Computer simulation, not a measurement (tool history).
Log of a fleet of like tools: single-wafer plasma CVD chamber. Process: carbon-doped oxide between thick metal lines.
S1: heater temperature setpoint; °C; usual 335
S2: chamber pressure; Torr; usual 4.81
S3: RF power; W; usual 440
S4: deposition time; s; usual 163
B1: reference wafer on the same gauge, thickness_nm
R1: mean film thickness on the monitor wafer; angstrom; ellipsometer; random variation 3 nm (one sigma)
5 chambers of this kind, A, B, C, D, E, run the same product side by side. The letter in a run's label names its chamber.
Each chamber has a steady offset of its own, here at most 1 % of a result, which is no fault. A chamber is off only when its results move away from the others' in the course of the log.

run 1D hour=8.8 | S1=335 S2=4.81 S3=440 S4=163 | B1=636.86 | R1=7849.7
run 2E hour=19.7 | S1=335 S2=4.81 S3=440 S4=163 | B1=637.20 | R1=7835.2
-- hour=25.8 chamber D: RF generator calibrated
run 3A hour=29.4 | S1=335 S2=4.81 S3=440 S4=163 | B1=636.65 | R1=7835.9
run 4B hour=40.4 | S1=335 S2=4.81 S3=440 S4=163 | B1=637.37 | R1=7768.3
run 5C hour=47.2 | S1=335 S2=4.81 S3=440 S4=163 | B1=636.92 | R1=7760.3
run 6A hour=56.7 | S1=335 S2=4.81 S3=440 S4=163 | B1=637.11 | R1=7801.7
run 7E hour=65.1 | S1=335 S2=4.81 S3=440 S4=163 | B1=636.74 | R1=7776.6
run 8D hour=74.5 | S1=335 S2=4.81 S3=440 S4=163 | B1=637.56 | R1=7788.5
run 9C hour=84.4 | S1=335 S2=4.81 S3=440 S4=163 | B1=636.56 | R1=7763.2
run 10B hour=93.5 | S1=335 S2=4.81 S3=495 S4=144 | B1=636.55 | R1=7424.2
run 11E hour=103.4 | S1=335 S2=4.81 S3=495 S4=144 | B1=636.92 | R1=7508.8
run 12A hour=110.1 | S1=335 S2=4.81 S3=495 S4=144 | B1=637.19 | R1=7500.8
run 13C hour=118.6 | S1=335 S2=4.81 S3=495 S4=144 | B1=636.94 | R1=7383.9
run 14D hour=130.0 | S1=335 S2=4.81 S3=495 S4=144 | B1=636.72 | R1=7501.6
run 15B hour=135.1 | S1=335 S2=4.81 S3=440 S4=163 | B1=636.71 | R1=7768.3
run 16C hour=146.6 | S1=335 S2=4.81 S3=440 S4=163 | B1=637.19 | R1=7732.4
run 17D hour=154.9 | S1=326 S2=4.81 S3=440 S4=163 | B1=637.75 | R1=8090.5
run 18A hour=165.6 | S1=326 S2=4.81 S3=440 S4=163 | B1=637.25 | R1=8048.3
run 19B hour=170.9 | S1=326 S2=4.81 S3=440 S4=163 | B1=637.22 | R1=7993.9
-- hour=175.6 chamber C: capacitance manometer re-zeroed and calibrated
run 20E hour=181.9 | S1=326 S2=4.81 S3=440 S4=163 | B1=637.13 | R1=8097.8
run 21B hour=193.3 | S1=326 S2=4.81 S3=440 S4=163 | B1=636.45 | R1=7944.1
run 22E hour=202.3 | S1=335 S2=4.81 S3=440 S4=163 | B1=637.76 | R1=7854.0
run 23A hour=213.6 | S1=335 S2=4.81 S3=440 S4=163 | B1=637.38 | R1=7785.6
run 24D hour=223.7 | S1=335 S2=4.81 S3=440 S4=163 | B1=637.10 | R1=7836.0
run 25C hour=229.4 | S1=335 S2=4.81 S3=440 S4=163 | B1=637.61 | R1=7628.5
run 26C hour=239.1 | S1=335 S2=4.81 S3=440 S4=163 | B1=636.68 | R1=7626.3
run 27E hour=246.8 | S1=335 S2=4.34 S3=515 S4=163 | B1=637.23 | R1=8549.6
run 28B hour=258.0 | S1=335 S2=4.34 S3=515 S4=163 | B1=636.68 | R1=8421.6
run 29A hour=264.1 | S1=335 S2=4.34 S3=515 S4=163 | B1=637.37 | R1=8537.0
run 30D hour=272.2 | S1=335 S2=4.34 S3=515 S4=163 | B1=636.88 | R1=8532.8
run 31E hour=282.6 | S1=335 S2=4.34 S3=515 S4=163 | B1=637.51 | R1=8515.5
run 32D hour=288.5 | S1=335 S2=4.81 S3=440 S4=163 | B1=637.15 | R1=7855.2
run 33B hour=299.4 | S1=335 S2=4.81 S3=440 S4=163 | B1=636.39 | R1=7779.4

What goes on in this fleet: one chamber off, a drifting gauge, or nothing beyond the chambers' own small offsets? Name the chamber and the cause, if any.

Chamber C drifts away from the others.
Cause: delivered RF power below the setpoint (%) = 4.32.

Here are 4 candidates for chamber C's next run, each the usual settings with a change, their results left as question marks. Which one brings its results back in line with what the others give on the usual settings?
In line means no further than this from the other chambers' mean on the usual settings: R1 100.0 angstrom
run 34C-1 hour=307.7 | S1=335 S2=4.78 S3=435 S4=159 | R1=?
run 34C-2 hour=307.7 | S1=334 S2=4.81 S3=460 S4=163 | R1=?
run 34C-3 hour=307.7 | S1=335 S2=4.81 S3=430 S4=163 | R1=?
run 34C-4 hour=307.7 | S1=335 S2=4.82 S3=445 S4=164 | R1=?

The other chambers' mean on the usual settings: R1 7818.2 angstrom
run=34C-1 R1=7293.4
run=34C-2 R1=7811.3
run=34C-3 R1=7422.1
run=34C-4 R1=7654.7
34C-2 brings the chamber back in line.
